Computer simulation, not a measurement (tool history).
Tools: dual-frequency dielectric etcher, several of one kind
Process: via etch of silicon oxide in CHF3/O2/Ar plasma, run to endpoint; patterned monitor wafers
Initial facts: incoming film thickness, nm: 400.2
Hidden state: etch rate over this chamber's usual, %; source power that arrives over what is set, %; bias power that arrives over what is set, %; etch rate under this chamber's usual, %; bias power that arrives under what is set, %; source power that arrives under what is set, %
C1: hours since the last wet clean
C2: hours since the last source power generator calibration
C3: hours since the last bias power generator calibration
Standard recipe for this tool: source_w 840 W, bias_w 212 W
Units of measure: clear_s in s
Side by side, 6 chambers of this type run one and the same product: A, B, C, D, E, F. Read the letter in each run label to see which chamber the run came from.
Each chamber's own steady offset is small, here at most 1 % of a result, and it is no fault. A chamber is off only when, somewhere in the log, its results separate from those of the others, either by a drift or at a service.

Run 1D, day 0.429: usual settings; C1 109.5; C2 1705.7; C3 1069.4. Result: clear_s 169.21 s.
Run 2C, day 0.883: usual settings; C1 200.7; C2 648.4; C3 1407.9. Result: clear_s 168.54 s.
Run 3E, day 1.367: usual settings; C1 422.9; C2 2410.3; C3 2158.1. Result: clear_s 169.00 s.
Run 4B, day 1.612: usual settings; C1 126.9; C2 1481.9; C3 674.7. Result: clear_s 167.83 s.
Run 5A, day 1.896: usual settings; C1 374.3; C2 1927.9; C3 1619.4. Result: clear_s 169.24 s.
Run 6F, day 2.354: usual settings; C1 461.2; C2 1000.4; C3 2589.3. Result: clear_s 166.06 s.
Run 7F, day 2.621: usual settings but source_w 970 W, bias_w 250 W; C1 467.6; C2 1006.8; C3 2595.7. Result: clear_s 149.67 s.
Run 8E, day 2.938: usual settings but source_w 970 W, bias_w 250 W; C1 460.6; C2 2448.0; C3 2195.8. Result: clear_s 150.00 s.
Run 9D, day 3.462: usual settings but source_w 970 W, bias_w 250 W; C1 182.3; C2 1778.5; C3 1142.2. Result: clear_s 150.67 s.
Run 10B, day 3.992: usual settings but source_w 970 W, bias_w 250 W; C1 184.0; C2 1539.0; C3 731.8. Result: clear_s 149.68 s.
Run 11C, day 4.462: usual settings but source_w 970 W, bias_w 250 W; C1 286.6; C2 734.3; C3 1493.8. Result: clear_s 149.66 s.
Run 12A, day 4.929: usual settings but source_w 970 W, bias_w 250 W; C1 447.1; C2 2000.7; C3 1692.2. Result: clear_s 151.72 s.
Run 13A, day 5.204: usual settings but source_w 950 W, bias_w 160 W; C1 453.7; C2 2007.3; C3 1698.8. Result: clear_s 176.87 s.
At day 5.371: chamber F: wet clean of the chamber.
Run 14F, day 5.712: usual settings but source_w 950 W, bias_w 160 W; C1 8.3; C2 1081.0; C3 2669.9. Result: clear_s 173.73 s.
Run 15D, day 6.250: usual settings but source_w 950 W, bias_w 160 W; C1 249.2; C2 1845.4; C3 1209.1. Result: clear_s 176.86 s.
Run 16E, day 6.496: usual settings but source_w 950 W, bias_w 160 W; C1 546.0; C2 2533.4; C3 2281.2. Result: clear_s 176.40 s.
Run 17C, day 7.033: usual settings but source_w 950 W, bias_w 160 W; C1 348.3; C2 796.0; C3 1555.5. Result: clear_s 176.14 s.
Run 18B, day 7.425: usual settings but source_w 950 W, bias_w 160 W; C1 266.4; C2 1621.4; C3 814.2. Result: clear_s 175.56 s.
Run 19C, day 7.850: usual settings; C1 367.9; C2 815.6; C3 1575.1. Result: clear_s 168.54 s.
Run 20F, day 8.292: usual settings; C1 70.2; C2 1142.9; C3 2731.8. Result: clear_s 167.05 s.
At day 8.600: chamber E: wet clean of the chamber.
Run 21B, day 8.762: usual settings; C1 298.5; C2 1653.5; C3 846.3. Result: clear_s 168.26 s.
Run 22A, day 9.304: usual settings; C1 552.1; C2 2105.7; C3 1797.2. Result: clear_s 169.38 s.
Run 23E, day 9.642: usual settings but source_w 720 W, bias_w 254 W; C1 25.0; C2 2608.9; C3 2356.7. Result: clear_s 168.55 s.
Run 24D, day 10.167: usual settings but source_w 720 W, bias_w 254 W; C1 343.2; C2 1939.4; C3 1303.1. Result: clear_s 167.44 s.
Run 25D, day 10.700: usual settings but source_w 720 W, bias_w 254 W; C1 356.0; C2 1952.2; C3 1315.9. Result: clear_s 169.07 s.
Run 26B, day 10.979: usual settings but source_w 720 W, bias_w 254 W; C1 351.7; C2 1706.7; C3 899.5. Result: clear_s 166.58 s.
At day 11.267: chamber C: wet clean of the chamber.
Run 27E, day 11.396: usual settings but source_w 720 W, bias_w 254 W; C1 67.1; C2 2651.0; C3 2398.8. Result: clear_s 167.69 s.
Run 28A, day 11.767: usual settings but source_w 720 W, bias_w 254 W; C1 611.2; C2 2164.8; C3 1856.3. Result: clear_s 165.25 s.
Run 29C, day 12.217: usual settings; C1 22.8; C2 920.4; C3 1679.9. Result: clear_s 168.23 s.
Run 30F, day 12.696: usual settings; C1 175.9; C2 1248.6; C3 2837.5. Result: clear_s 168.35 s.
Run 31A, day 12.958: usual settings; C1 639.8; C2 2193.4; C3 1884.9. Result: clear_s 166.42 s.
Run 32D, day 13.512: usual settings; C1 423.5; C2 2019.7; C3 1383.4. Result: clear_s 169.13 s.
Run 33F, day 13.900: usual settings; C1 204.8; C2 1277.5; C3 2866.4. Result: clear_s 166.55 s.
At day 14.392: chamber B: wet clean of the chamber.
Run 34E, day 14.442: usual settings; C1 140.2; C2 2724.1; C3 2471.9. Result: clear_s 169.42 s.
Run 35B, day 14.921: usual settings; C1 12.7; C2 1801.3; C3 994.1. Result: clear_s 167.64 s.
Run 36C, day 15.404: usual settings; C1 99.3; C2 996.9; C3 1756.4. Result: clear_s 167.64 s.

Is one chamber out of step, is the gauge drifting, or do the chambers differ by no more than their own small offsets? For an off chamber, give its letter and the likeliest cause.

Chamber A drifts away from the others.
Cause: etch rate over this chamber's usual, % = 4.37.

Below are 4 candidate recipes for chamber A's next run, each the usual settings with a change, their results shown as question marks. Which of them brings A's results back in line with what the other chambers give on the usual settings?
In line here means within this much of the mean the other chambers give on the usual settings: clear_s 2.90 s
Run 37A-1, day 15.800: usual settings but source_w 800 W, bias_w 203 W. Result: clear_s ?.
Run 37A-2, day 15.800: usual settings but bias_w 172 W. Result: clear_s ?.
Run 37A-3, day 15.800: usual settings but source_w 880 W, bias_w 221 W. Result: clear_s ?.
Run 37A-4, day 15.800: usual settings but bias_w 252 W. Result: clear_s ?.

On the usual settings, the other chambers give on average: clear_s 168.24 s
  run  clear_s
37A-1   167.75
37A-2   174.07
37A-3   157.08
37A-4   152.69
37A-1 brings the chamber back in line.

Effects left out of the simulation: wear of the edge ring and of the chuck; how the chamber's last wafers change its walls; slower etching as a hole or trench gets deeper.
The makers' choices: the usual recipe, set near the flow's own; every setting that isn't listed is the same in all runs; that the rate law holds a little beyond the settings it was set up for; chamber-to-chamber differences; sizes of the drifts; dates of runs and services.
